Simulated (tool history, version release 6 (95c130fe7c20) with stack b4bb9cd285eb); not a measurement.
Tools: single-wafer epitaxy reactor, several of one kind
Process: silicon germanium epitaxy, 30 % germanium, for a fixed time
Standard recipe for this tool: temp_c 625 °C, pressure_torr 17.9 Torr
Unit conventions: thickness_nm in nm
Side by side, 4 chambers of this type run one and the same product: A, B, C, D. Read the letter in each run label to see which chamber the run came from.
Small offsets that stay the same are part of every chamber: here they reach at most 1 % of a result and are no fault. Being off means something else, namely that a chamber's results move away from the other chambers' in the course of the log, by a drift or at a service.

| run | hour | temp_c | pressure_torr | read-back reference wafer on the same gauge, thickness_nm | thickness_nm |
|---|---|---|---|---|---|
| 1D | 12.2 | 625 | 17.9 | 99.574 | 88.572 |
| 2C | 20.1 | 625 | 17.9 | 99.56 | 88.511 |
| 3B | 28.7 | 625 | 17.9 | 99.529 | 87.286 |
| 4A | 37.2 | 625 | 17.9 | 99.547 | 86.916 |
| 5A | 48.6 | 625 | 14.5 | 99.554 | 80.11 |
| 6D | 55.1 | 625 | 14.5 | 99.493 | 81.184 |
| 7C | 61.7 | 625 | 14.5 | 99.491 | 81.298 |
| 8B | 69 | 625 | 14.5 | 99.498 | 80.37 |
| 9D | 75.7 | 625 | 17.9 | 99.443 | 88.49 |
| 10C | 82.5 | 625 | 17.9 | 99.451 | 88.5 |
| 11B | 94.4 | 625 | 17.9 | 99.454 | 87.531 |
| 12A | 100.1 | 625 | 17.9 | 99.4 | 86.974 |
| 13C | 111.9 | 625 | 17.9 | 99.421 | 88.333 |
| 14B | 123.6 | 625 | 17.9 | 99.364 | 87.381 |
| 15A | 129.8 | 625 | 17.9 | 99.433 | 87.051 |
| 16D | 139.3 | 625 | 17.9 | 99.357 | 88.347 |
| 17C | 150 | 625 | 17.9 | 99.41 | 88.449 |
| 18A | 162 | 625 | 17.9 | 99.32 | 87.052 |
| 19B | 169.9 | 625 | 17.9 | 99.32 | 87.646 |
| 20D | 175.3 | 625 | 17.9 | 99.295 | 88.087 |
| 21D | 184.9 | 625 | 17.9 | 99.29 | 87.97 |
| 22C | 194.7 | 625 | 15 | 99.277 | 81.986 |
|  | 195.3 | chamber B: pyrometer calibrated |
| 23A | 205.3 | 625 | 15 | 99.225 | 80.944 |
| 24B | 213.8 | 625 | 15 | 99.252 | 81.159 |
| 25A | 224.1 | 625 | 15 | 99.207 | 81.082 |
| 26D | 231.9 | 625 | 17.9 | 99.238 | 87.844 |
|  | 241 | chamber B: capacitance manometer re-zeroed and calibrated |
| 27B | 241 | 625 | 17.9 | 99.184 | 87.087 |
| 28C | 251.4 | 625 | 17.9 | 99.171 | 87.933 |
| 29A | 261.4 | 625 | 17.9 | 99.167 | 86.839 |
| 30C | 267.9 | 625 | 17.9 | 99.083 | 88.368 |
| 31B | 274.6 | 625 | 17.9 | 99.148 | 87.424 |
| 32D | 282.1 | 625 | 17.9 | 99.137 | 87.852 |
| 33A | 294.3 | 625 | 17.9 | 99.045 | 86.762 |
| 34B | 306.1 | 625 | 17.9 | 99.041 | 87.27 |
| 35C | 315.4 | 625 | 17.9 | 99.099 | 88.105 |
| 36D | 324.1 | 625 | 17.9 | 99.046 | 87.704 |
| 37D | 335.9 | 625 | 17.9 | 99.024 | 87.624 |
| 38B | 346.2 | 613 | 22.2 | 99.023 | 77.448 |
| 39C | 351.9 | 613 | 22.2 | 98.99 | 77.688 |
| 40A | 360.9 | 613 | 22.2 | 99.007 | 76.859 |
| 41D | 370.9 | 613 | 22.2 | 98.954 | 77.719 |
| 42A | 376.4 | 625 | 17.9 | 99.009 | 86.759 |
|  | 378.2 | chamber C: capacitance manometer re-zeroed and calibrated |
| 43C | 382.2 | 625 | 17.9 | 98.934 | 88.217 |
| 44B | 392.3 | 625 | 21.7 | 98.917 | 94.031 |

Read the log: is a single chamber off, either drifting away or since a service, is the gauge that measures every chamber drifting, or is nothing wrong beyond small per-chamber offsets? Name any odd chamber and what most likely caused it.

None of the chambers is off. What moves is the gauge, dragging all their readings along together.
What lies behind it: gauge reads low (%) = 0.697.

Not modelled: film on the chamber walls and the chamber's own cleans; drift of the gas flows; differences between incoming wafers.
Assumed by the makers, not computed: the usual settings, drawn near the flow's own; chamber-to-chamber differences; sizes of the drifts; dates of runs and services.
